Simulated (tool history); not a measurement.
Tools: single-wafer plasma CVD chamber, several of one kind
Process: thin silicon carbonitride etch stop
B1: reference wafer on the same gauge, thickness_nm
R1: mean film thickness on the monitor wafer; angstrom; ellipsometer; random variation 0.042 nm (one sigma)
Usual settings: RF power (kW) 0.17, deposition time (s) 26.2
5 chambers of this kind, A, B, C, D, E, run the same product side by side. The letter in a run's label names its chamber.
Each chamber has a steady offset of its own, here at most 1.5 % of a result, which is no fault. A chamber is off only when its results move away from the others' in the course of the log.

{"run": "1A", "hour": 4.2, "RF power (kW)": 0.17, "deposition time (s)": 26.2, "B1": 15.114, "R1": 143.79}
{"run": "2B", "hour": 6.8, "RF power (kW)": 0.17, "deposition time (s)": 26.2, "B1": 15.106, "R1": 142.94}
{"run": "3D", "hour": 11.3, "RF power (kW)": 0.17, "deposition time (s)": 26.2, "B1": 15.092, "R1": 142.06}
{"run": "4C", "hour": 15.4, "RF power (kW)": 0.17, "deposition time (s)": 26.2, "B1": 15.101, "R1": 140.65}
{"run": "5E", "hour": 20.0, "RF power (kW)": 0.17, "deposition time (s)": 26.2, "B1": 15.098, "R1": 140.91}
{"run": "6C", "hour": 23.5, "RF power (kW)": 0.17, "deposition time (s)": 26.2, "B1": 15.114, "R1": 140.72}
{"run": "7D", "hour": 27.2, "RF power (kW)": 0.17, "deposition time (s)": 26.2, "B1": 15.109, "R1": 142.07}
{"run": "8B", "hour": 30.4, "RF power (kW)": 0.145, "deposition time (s)": 26.2, "B1": 15.106, "R1": 135.68}
{"run": "9A", "hour": 33.0, "RF power (kW)": 0.145, "deposition time (s)": 26.2, "B1": 15.107, "R1": 136.07}
{"run": "10E", "hour": 37.7, "RF power (kW)": 0.145, "deposition time (s)": 26.2, "B1": 15.097, "R1": 135.08}
{"run": "11A", "hour": 41.3, "RF power (kW)": 0.145, "deposition time (s)": 26.2, "B1": 15.101, "R1": 136.88}
{"run": "12E", "hour": 45.6, "RF power (kW)": 0.145, "deposition time (s)": 26.2, "B1": 15.106, "R1": 135.02}
{"run": "13B", "hour": 48.6, "RF power (kW)": 0.17, "deposition time (s)": 26.2, "B1": 15.105, "R1": 142.5}
{"run": "14C", "hour": 52.0, "RF power (kW)": 0.17, "deposition time (s)": 26.2, "B1": 15.091, "R1": 140.14}
{"run": "15D", "hour": 55.1, "RF power (kW)": 0.16, "deposition time (s)": 22.7, "B1": 15.104, "R1": 120.76}
{"run": "16B", "hour": 57.5, "RF power (kW)": 0.16, "deposition time (s)": 22.7, "B1": 15.103, "R1": 120.84}
{"run": "17D", "hour": 60.0, "RF power (kW)": 0.16, "deposition time (s)": 22.7, "B1": 15.093, "R1": 120.73}
{"run": "18E", "hour": 62.8, "RF power (kW)": 0.16, "deposition time (s)": 22.7, "B1": 15.102, "R1": 120.66}
{"run": "19A", "hour": 67.4, "RF power (kW)": 0.16, "deposition time (s)": 22.7, "B1": 15.091, "R1": 121.77}
{"run": "20C", "hour": 71.8, "RF power (kW)": 0.17, "deposition time (s)": 26.2, "B1": 15.099, "R1": 141.03}
{"run": "21A", "hour": 76.3, "RF power (kW)": 0.17, "deposition time (s)": 26.2, "B1": 15.092, "R1": 144.29}
{"run": "22D", "hour": 79.8, "RF power (kW)": 0.17, "deposition time (s)": 26.2, "B1": 15.109, "R1": 142.2}
{"run": "23C", "hour": 84.5, "RF power (kW)": 0.17, "deposition time (s)": 26.2, "B1": 15.115, "R1": 141.1}
{"run": "24E", "hour": 89.1, "RF power (kW)": 0.17, "deposition time (s)": 26.2, "B1": 15.098, "R1": 141.78}
{"run": "25B", "hour": 93.4, "RF power (kW)": 0.17, "deposition time (s)": 26.2, "B1": 15.103, "R1": 142.91}
{"run": "26B", "hour": 96.2, "RF power (kW)": 0.17, "deposition time (s)": 26.2, "B1": 15.091, "R1": 141.93}
{"run": "27C", "hour": 100.5, "RF power (kW)": 0.17, "deposition time (s)": 26.2, "B1": 15.087, "R1": 140.13}
{"run": "28D", "hour": 105.3, "RF power (kW)": 0.15, "deposition time (s)": 26.2, "B1": 15.1, "R1": 136.88}
{"run": "29A", "hour": 110.0, "RF power (kW)": 0.15, "deposition time (s)": 26.2, "B1": 15.104, "R1": 138.79}
{"run": "30E", "hour": 114.3, "RF power (kW)": 0.15, "deposition time (s)": 26.2, "B1": 15.103, "R1": 136.22}
{"run": "31E", "hour": 118.4, "RF power (kW)": 0.15, "deposition time (s)": 26.2, "B1": 15.096, "R1": 136.74}
{"run": "32B", "hour": 121.5, "RF power (kW)": 0.15, "deposition time (s)": 26.2, "B1": 15.098, "R1": 136.62}
{"run": "33C", "hour": 126.4, "RF power (kW)": 0.17, "deposition time (s)": 26.2, "B1": 15.105, "R1": 139.24}
{"run": "34D", "hour": 129.3, "RF power (kW)": 0.17, "deposition time (s)": 26.2, "B1": 15.102, "R1": 142.61}
{"run": "35A", "hour": 133.9, "RF power (kW)": 0.17, "deposition time (s)": 26.2, "B1": 15.094, "R1": 144.11}
{"run": "36D", "hour": 138.6, "RF power (kW)": 0.17, "deposition time (s)": 26.2, "B1": 15.096, "R1": 141.88}
{"run": "37C", "hour": 142.1, "RF power (kW)": 0.17, "deposition time (s)": 24, "B1": 15.09, "R1": 126.92}
{"run": "38E", "hour": 146.9, "RF power (kW)": 0.17, "deposition time (s)": 24, "B1": 15.097, "R1": 129.99}
{"run": "39B", "hour": 150.6, "RF power (kW)": 0.17, "deposition time (s)": 24, "B1": 15.106, "R1": 130.28}
{"run": "40A", "hour": 153.1, "RF power (kW)": 0.17, "deposition time (s)": 24, "B1": 15.098, "R1": 131.3}
{"run": "41D", "hour": 155.8, "RF power (kW)": 0.17, "deposition time (s)": 24, "B1": 15.09, "R1": 130.63}

What goes on in this fleet: one chamber off, a drifting gauge, or nothing beyond the chambers' own small offsets? Name the chamber and the cause, if any.

Chamber C drifts away from the others.
Cause: delivered RF power below the setpoint (%) = 7.28.

Here are 4 candidates for chamber C's next run, each the usual settings with a change, their results left as question marks. Which one brings its results back in line with what the others give on the usual settings?
In line means no further than this from the other chambers' mean on the usual settings: R1 1.5 angstrom
{"run": "42C-1", "hour": 159.3, "RF power (kW)": 0.17, "deposition time (s)": 25.5, "R1": "?"}
{"run": "42C-2", "hour": 159.3, "RF power (kW)": 0.17, "deposition time (s)": 24.6, "R1": "?"}
{"run": "42C-3", "hour": 159.3, "RF power (kW)": 0.17, "deposition time (s)": 27.1, "R1": "?"}
{"run": "42C-4", "hour": 159.3, "RF power (kW)": 0.175, "deposition time (s)": 27.6, "R1": "?"}

The other chambers' mean on the usual settings: R1 142.35 angstrom
run=42C-1 R1=134.52
run=42C-2 R1=129.77
run=42C-3 R1=142.96
run=42C-4 R1=146.9
42C-3 brings the chamber back in line.
